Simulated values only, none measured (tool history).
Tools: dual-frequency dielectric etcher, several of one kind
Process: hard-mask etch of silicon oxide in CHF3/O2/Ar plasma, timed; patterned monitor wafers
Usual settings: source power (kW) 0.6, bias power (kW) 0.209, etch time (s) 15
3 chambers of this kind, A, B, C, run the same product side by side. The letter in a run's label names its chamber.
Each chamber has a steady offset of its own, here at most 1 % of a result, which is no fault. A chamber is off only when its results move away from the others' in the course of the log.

run,hour,source power (kW),bias power (kW),etch time (s),"read-back reference wafer on the same gauge, depth_nm",mean etch depth across the wafer (Å)
1C,7.5,0.6,0.209,15,31.223,314.97
2A,16.4,0.6,0.209,15,31.222,311.14
3B,22.7,0.6,0.209,15,31.227,310.34
4A,30.6,0.6,0.209,15,31.229,310.49
5C,41.7,0.6,0.231,15,31.237,327.52
6B,48.2,0.6,0.231,15,31.249,321.96
7B,53.1,0.6,0.231,15,31.247,321.39
8C,59.7,0.6,0.209,15,31.261,316.06
9A,67.1,0.6,0.209,15,31.254,311.1
10A,76.8,0.6,0.209,15,31.261,312.48
11C,83.3,0.6,0.209,15,31.267,315.82
12B,94.6,0.6,0.209,15,31.29,311.07
13C,99.9,0.6,0.209,15,31.289,316.07
14A,105.2,0.6,0.209,15,31.298,312.45
15B,113.2,0.6,0.209,15,31.301,310.74
16B,118.5,0.6,0.209,15,31.305,311.46
17A,126.9,0.6,0.209,15,31.317,312.72
18C,134.8,0.6,0.209,15,31.323,315.93
19C,142.5,0.6,0.209,15,31.336,316.21
20A,151.8,0.6,0.209,15,31.326,312.25
21B,162.4,0.66,0.209,11.5,31.354,247.38
22A,170.6,0.66,0.209,11.5,31.361,248.26
23C,175.5,0.66,0.209,11.5,31.356,252.3
24B,181.3,0.6,0.209,15,31.355,312.42
25B,190.2,0.6,0.209,15,31.367,310.71
26A,199.9,0.6,0.209,15,31.372,312.43
# hour 201.3: chamber B: wet clean of the chamber
# hour 205.2: chamber C: wet clean of the chamber
27C,209.8,0.6,0.209,15,31.382,317.74
28C,219.9,0.6,0.209,15,31.39,316.63
29B,225.5,0.6,0.209,10.5,31.417,219.01

What goes on in this fleet: one chamber off, a drifting gauge, or nothing beyond the chambers' own small offsets? Name the chamber and the cause, if any.

The gauge drifts, so all chambers seem to drift together. No chamber is off.
Cause: gauge reads high (%) = 0.665.

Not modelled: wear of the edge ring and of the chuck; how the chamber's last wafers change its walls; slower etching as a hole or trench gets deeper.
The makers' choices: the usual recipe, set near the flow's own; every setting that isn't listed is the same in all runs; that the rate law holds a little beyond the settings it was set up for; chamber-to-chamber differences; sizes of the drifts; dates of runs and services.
